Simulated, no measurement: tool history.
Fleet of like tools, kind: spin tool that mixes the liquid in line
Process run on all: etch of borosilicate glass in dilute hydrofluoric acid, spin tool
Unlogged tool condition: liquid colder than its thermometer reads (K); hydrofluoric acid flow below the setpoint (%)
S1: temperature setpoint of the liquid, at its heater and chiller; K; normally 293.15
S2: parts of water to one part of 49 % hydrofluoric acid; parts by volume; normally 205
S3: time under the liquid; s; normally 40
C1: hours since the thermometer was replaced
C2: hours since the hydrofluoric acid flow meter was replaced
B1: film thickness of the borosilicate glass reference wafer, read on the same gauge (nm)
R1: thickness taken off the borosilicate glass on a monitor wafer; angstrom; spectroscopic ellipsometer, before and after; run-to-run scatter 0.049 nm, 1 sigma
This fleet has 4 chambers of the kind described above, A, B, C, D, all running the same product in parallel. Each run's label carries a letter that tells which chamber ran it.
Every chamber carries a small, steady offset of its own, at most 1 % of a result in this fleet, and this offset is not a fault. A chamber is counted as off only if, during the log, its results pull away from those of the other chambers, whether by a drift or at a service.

run 1D hour=11.0 | S1=293.15 S2=205 S3=40 | C1=204.4 C2=1186.6 | B1=39.970 | R1=82.288
run 2B hour=21.0 | S1=293.15 S2=205 S3=40 | C1=1451.1 C2=1071.3 | B1=40.004 | R1=82.464
run 3A hour=30.8 | S1=293.15 S2=205 S3=40 | C1=1138.8 C2=166.5 | B1=40.028 | R1=83.536
-- hour=38.5 chamber C: hydrofluoric acid flow meter replaced
run 4C hour=39.7 | S1=293.15 S2=205 S3=40 | C1=120.2 C2=1.2 | B1=40.034 | R1=83.299
run 5A hour=47.7 | S1=293.15 S2=205 S3=40 | C1=1155.7 C2=183.4 | B1=39.990 | R1=83.628
run 6D hour=56.1 | S1=293.15 S2=205 S3=40 | C1=249.5 C2=1231.7 | B1=39.995 | R1=83.135
run 7B hour=67.0 | S1=293.15 S2=205 S3=40 | C1=1497.1 C2=1117.3 | B1=40.015 | R1=82.183
run 8C hour=78.1 | S1=293.15 S2=205 S3=40 | C1=158.6 C2=39.6 | B1=40.037 | R1=83.322
run 9B hour=84.6 | S1=293.15 S2=205 S3=40 | C1=1514.7 C2=1134.9 | B1=40.000 | R1=83.180
run 10C hour=92.2 | S1=293.15 S2=205 S3=40 | C1=172.7 C2=53.7 | B1=40.017 | R1=84.152
run 11A hour=99.1 | S1=293.15 S2=205 S3=40 | C1=1207.1 C2=234.8 | B1=40.009 | R1=82.444
run 12D hour=107.8 | S1=293.15 S2=115 S3=40 | C1=301.2 C2=1283.4 | B1=39.996 | R1=157.070
run 13D hour=118.8 | S1=293.15 S2=115 S3=40 | C1=312.2 C2=1294.4 | B1=40.007 | R1=158.340
run 14C hour=128.1 | S1=293.15 S2=115 S3=40 | C1=208.6 C2=89.6 | B1=40.016 | R1=164.830
run 15B hour=137.9 | S1=293.15 S2=115 S3=40 | C1=1568.0 C2=1188.2 | B1=40.023 | R1=162.220
run 16A hour=142.9 | S1=293.15 S2=205 S3=40 | C1=1250.9 C2=278.6 | B1=40.016 | R1=82.245
run 17C hour=150.5 | S1=293.15 S2=205 S3=40 | C1=231.0 C2=112.0 | B1=40.003 | R1=82.931
run 18B hour=161.5 | S1=293.15 S2=205 S3=40 | C1=1591.6 C2=1211.8 | B1=40.013 | R1=82.544
run 19A hour=166.7 | S1=290.15 S2=205 S3=25 | C1=1274.7 C2=302.4 | B1=40.012 | R1=46.125
run 20D hour=175.2 | S1=290.15 S2=205 S3=25 | C1=368.6 C2=1350.8 | B1=40.023 | R1=44.206
run 21C hour=184.0 | S1=290.15 S2=205 S3=25 | C1=264.5 C2=145.5 | B1=40.001 | R1=46.485
run 22A hour=194.9 | S1=290.15 S2=205 S3=25 | C1=1302.9 C2=330.6 | B1=39.969 | R1=45.876
run 23D hour=204.5 | S1=293.15 S2=205 S3=40 | C1=397.9 C2=1380.1 | B1=40.000 | R1=78.282
run 24B hour=214.7 | S1=293.15 S2=205 S3=40 | C1=1644.8 C2=1265.0 | B1=39.992 | R1=82.010
run 25A hour=220.3 | S1=293.15 S2=205 S3=40 | C1=1328.3 C2=356.0 | B1=40.040 | R1=82.903
run 26C hour=227.1 | S1=293.15 S2=205 S3=40 | C1=307.6 C2=188.6 | B1=39.983 | R1=83.386
-- hour=233.0 chamber B: hydrofluoric acid flow meter replaced
run 27D hour=234.9 | S1=293.15 S2=205 S3=40 | C1=428.3 C2=1410.5 | B1=40.000 | R1=77.343
run 28B hour=241.9 | S1=293.15 S2=205 S3=40 | C1=1672.0 C2=9.0 | B1=40.006 | R1=82.077
run 29A hour=248.4 | S1=293.15 S2=205 S3=40 | C1=1356.4 C2=384.1 | B1=40.024 | R1=82.016
run 30B hour=257.6 | S1=293.15 S2=205 S3=40 | C1=1687.7 C2=24.7 | B1=40.017 | R1=83.058

Has any chamber moved away from the others, gradually or after a service, or does the common gauge drift, or do the chambers differ only by their own small steady offsets? State the chamber and the most likely cause if one applies.

One chamber, D, drifts off from the rest bit by bit.
Cause: liquid colder than its thermometer reads (K) = 2.19.
The log might look much the same if the cause were instead: hydrofluoric acid flow below the setpoint (%).

Here are 4 candidates for chamber D's next run, each the usual settings with a change, their results left as question marks. Which one brings its results back in line with what the others give on the usual settings?
To be in line, a result may differ from the other chambers' mean on the usual settings by at most: R1 1.700 angstrom
run 31D-1 hour=265.7 | S1=293.15 S2=210 S3=40 | R1=?
run 31D-2 hour=265.7 | S1=295.15 S2=205 S3=40 | R1=?
run 31D-3 hour=265.7 | S1=291.15 S2=205 S3=40 | R1=?
run 31D-4 hour=265.7 | S1=293.15 S2=200 S3=40 | R1=?

What the other chambers average on the usual settings: R1 82.872 angstrom
run=31D-1 R1=73.855
run=31D-2 R1=82.177
run=31D-3 R1=70.133
run=31D-4 R1=78.217
The answer is 31D-2, which returns the chamber to within the allowed miss of the others.

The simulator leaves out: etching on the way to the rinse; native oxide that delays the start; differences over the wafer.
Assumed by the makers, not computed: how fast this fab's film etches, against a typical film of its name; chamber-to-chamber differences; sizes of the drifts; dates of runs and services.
